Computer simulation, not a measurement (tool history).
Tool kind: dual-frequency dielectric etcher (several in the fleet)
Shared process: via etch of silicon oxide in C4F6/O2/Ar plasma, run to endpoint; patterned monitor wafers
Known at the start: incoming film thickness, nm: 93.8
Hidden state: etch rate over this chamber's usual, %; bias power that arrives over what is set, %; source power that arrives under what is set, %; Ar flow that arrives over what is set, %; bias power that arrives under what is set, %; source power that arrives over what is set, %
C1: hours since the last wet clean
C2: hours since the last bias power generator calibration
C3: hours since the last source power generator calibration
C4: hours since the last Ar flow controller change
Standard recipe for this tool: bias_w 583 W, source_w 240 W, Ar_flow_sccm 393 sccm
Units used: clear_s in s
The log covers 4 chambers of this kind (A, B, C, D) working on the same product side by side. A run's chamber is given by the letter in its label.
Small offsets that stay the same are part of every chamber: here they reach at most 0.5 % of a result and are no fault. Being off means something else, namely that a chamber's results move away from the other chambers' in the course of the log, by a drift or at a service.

{"run": "1B", "hour": 14.6, "bias_w": 583, "source_w": 240, "Ar_flow_sccm": 393, "C1": 378.9, "C2": 731.5, "C3": 1146.4, "C4": 1618.8, "clear_s": 24.176}
{"run": "2A", "hour": 25.5, "bias_w": 583, "source_w": 240, "Ar_flow_sccm": 393, "C1": 29.9, "C2": 1288.9, "C3": 1671.4, "C4": 1635, "clear_s": 24.11}
{"run": "3D", "hour": 32.5, "bias_w": 583, "source_w": 240, "Ar_flow_sccm": 393, "C1": 50.6, "C2": 1539, "C3": 2707.2, "C4": 2662.7, "clear_s": 23.712}
{"run": "4C", "hour": 44.8, "bias_w": 583, "source_w": 240, "Ar_flow_sccm": 393, "C1": 240.4, "C2": 1936.5, "C3": 2152.1, "C4": 722.2, "clear_s": 24.333}
{"run": "5D", "hour": 59.9, "bias_w": 583, "source_w": 240, "Ar_flow_sccm": 393, "C1": 78, "C2": 1566.4, "C3": 2734.6, "C4": 2690.1, "clear_s": 23.918}
{"run": "6B", "hour": 69.2, "bias_w": 583, "source_w": 240, "Ar_flow_sccm": 393, "C1": 433.5, "C2": 786.1, "C3": 1201, "C4": 1673.4, "clear_s": 24.29}
{"hour": 75.4, "done": "chamber B: wet clean of the chamber"}
{"run": "7C", "hour": 76.6, "bias_w": 583, "source_w": 240, "Ar_flow_sccm": 393, "C1": 272.2, "C2": 1968.3, "C3": 2183.9, "C4": 754, "clear_s": 24.382}
{"run": "8A", "hour": 88.0, "bias_w": 583, "source_w": 240, "Ar_flow_sccm": 393, "C1": 92.4, "C2": 1351.4, "C3": 1733.9, "C4": 1697.5, "clear_s": 24.145}
{"run": "9B", "hour": 102.1, "bias_w": 583, "source_w": 240, "Ar_flow_sccm": 393, "C1": 26.8, "C2": 819, "C3": 1233.9, "C4": 1706.3, "clear_s": 24.371}
{"run": "10D", "hour": 115.5, "bias_w": 583, "source_w": 290, "Ar_flow_sccm": 393, "C1": 133.6, "C2": 1622, "C3": 2790.2, "C4": 2745.7, "clear_s": 22.293}
{"run": "11C", "hour": 128.8, "bias_w": 583, "source_w": 290, "Ar_flow_sccm": 393, "C1": 324.4, "C2": 2020.5, "C3": 2236.1, "C4": 806.2, "clear_s": 22.514}
{"run": "12A", "hour": 141.9, "bias_w": 583, "source_w": 290, "Ar_flow_sccm": 393, "C1": 146.3, "C2": 1405.3, "C3": 1787.8, "C4": 1751.4, "clear_s": 23.023}
{"run": "13C", "hour": 156.4, "bias_w": 583, "source_w": 290, "Ar_flow_sccm": 393, "C1": 352, "C2": 2048.1, "C3": 2263.7, "C4": 833.8, "clear_s": 22.567}
{"run": "14A", "hour": 165.1, "bias_w": 677, "source_w": 190, "Ar_flow_sccm": 393, "C1": 169.5, "C2": 1428.5, "C3": 1811, "C4": 1774.6, "clear_s": 24.806}
{"run": "15B", "hour": 172.3, "bias_w": 677, "source_w": 190, "Ar_flow_sccm": 393, "C1": 97, "C2": 889.2, "C3": 1304.1, "C4": 1776.5, "clear_s": 25.058}
{"run": "16D", "hour": 182.1, "bias_w": 677, "source_w": 190, "Ar_flow_sccm": 393, "C1": 200.2, "C2": 1688.6, "C3": 2856.8, "C4": 2812.3, "clear_s": 24.711}
{"run": "17A", "hour": 190.2, "bias_w": 677, "source_w": 190, "Ar_flow_sccm": 393, "C1": 194.6, "C2": 1453.6, "C3": 1836.1, "C4": 1799.7, "clear_s": 24.787}
{"run": "18C", "hour": 205.2, "bias_w": 583, "source_w": 240, "Ar_flow_sccm": 393, "C1": 400.8, "C2": 2096.9, "C3": 2312.5, "C4": 882.6, "clear_s": 24.463}
{"run": "19D", "hour": 213.6, "bias_w": 583, "source_w": 240, "Ar_flow_sccm": 393, "C1": 231.7, "C2": 1720.1, "C3": 2888.3, "C4": 2843.8, "clear_s": 24.182}
{"run": "20B", "hour": 221.4, "bias_w": 583, "source_w": 260, "Ar_flow_sccm": 429, "C1": 146.1, "C2": 938.3, "C3": 1353.2, "C4": 1825.6, "clear_s": 23.662}
{"run": "21D", "hour": 231.9, "bias_w": 583, "source_w": 260, "Ar_flow_sccm": 429, "C1": 250, "C2": 1738.4, "C3": 2906.6, "C4": 2862.1, "clear_s": 23.517}
{"run": "22B", "hour": 239.0, "bias_w": 583, "source_w": 260, "Ar_flow_sccm": 429, "C1": 163.7, "C2": 955.9, "C3": 1370.8, "C4": 1843.2, "clear_s": 23.642}
{"run": "23A", "hour": 254.8, "bias_w": 583, "source_w": 260, "Ar_flow_sccm": 429, "C1": 259.2, "C2": 1518.2, "C3": 1900.7, "C4": 1864.3, "clear_s": 23.489}
{"run": "24C", "hour": 270.4, "bias_w": 583, "source_w": 240, "Ar_flow_sccm": 393, "C1": 466, "C2": 2162.1, "C3": 2377.7, "C4": 947.8, "clear_s": 24.446}
{"run": "25A", "hour": 280.7, "bias_w": 583, "source_w": 240, "Ar_flow_sccm": 393, "C1": 285.1, "C2": 1544.1, "C3": 1926.6, "C4": 1890.2, "clear_s": 24.038}
{"run": "26B", "hour": 295.2, "bias_w": 583, "source_w": 240, "Ar_flow_sccm": 393, "C1": 219.9, "C2": 1012.1, "C3": 1427, "C4": 1899.4, "clear_s": 24.387}
{"run": "27C", "hour": 304.4, "bias_w": 583, "source_w": 240, "Ar_flow_sccm": 393, "C1": 500, "C2": 2196.1, "C3": 2411.7, "C4": 981.8, "clear_s": 24.021}
{"run": "28D", "hour": 318.0, "bias_w": 583, "source_w": 240, "Ar_flow_sccm": 393, "C1": 336.1, "C2": 1824.5, "C3": 2992.7, "C4": 2948.2, "clear_s": 24.074}
{"run": "29C", "hour": 331.4, "bias_w": 583, "source_w": 240, "Ar_flow_sccm": 393, "C1": 527, "C2": 2223.1, "C3": 2438.7, "C4": 1008.8, "clear_s": 24.238}
{"run": "30D", "hour": 346.7, "bias_w": 583, "source_w": 240, "Ar_flow_sccm": 393, "C1": 364.8, "C2": 1853.2, "C3": 3021.4, "C4": 2976.9, "clear_s": 24.212}
{"hour": 352.3, "done": "chamber A: wet clean of the chamber"}
{"run": "31B", "hour": 359.9, "bias_w": 583, "source_w": 240, "Ar_flow_sccm": 393, "C1": 284.6, "C2": 1076.8, "C3": 1491.7, "C4": 1964.1, "clear_s": 24.02}
{"run": "32A", "hour": 374.8, "bias_w": 583, "source_w": 240, "Ar_flow_sccm": 432, "C1": 22.5, "C2": 1638.2, "C3": 2020.7, "C4": 1984.3, "clear_s": 24.224}

All chambers now run identical settings, listed one chamber a line with results as question marks. What results will each chamber show?
{"run": "33A", "hour": 386.2, "bias_w": 583, "source_w": 240, "Ar_flow_sccm": 393, "clear_s": "?"}
{"run": "33B", "hour": 386.2, "bias_w": 583, "source_w": 240, "Ar_flow_sccm": 393, "clear_s": "?"}
{"run": "33C", "hour": 386.2, "bias_w": 583, "source_w": 240, "Ar_flow_sccm": 393, "clear_s": "?"}
{"run": "33D", "hour": 386.2, "bias_w": 583, "source_w": 240, "Ar_flow_sccm": 393, "clear_s": "?"}

run=33A clear_s=23.989
run=33B clear_s=24.241
run=33C clear_s=24.688
run=33D clear_s=24.133

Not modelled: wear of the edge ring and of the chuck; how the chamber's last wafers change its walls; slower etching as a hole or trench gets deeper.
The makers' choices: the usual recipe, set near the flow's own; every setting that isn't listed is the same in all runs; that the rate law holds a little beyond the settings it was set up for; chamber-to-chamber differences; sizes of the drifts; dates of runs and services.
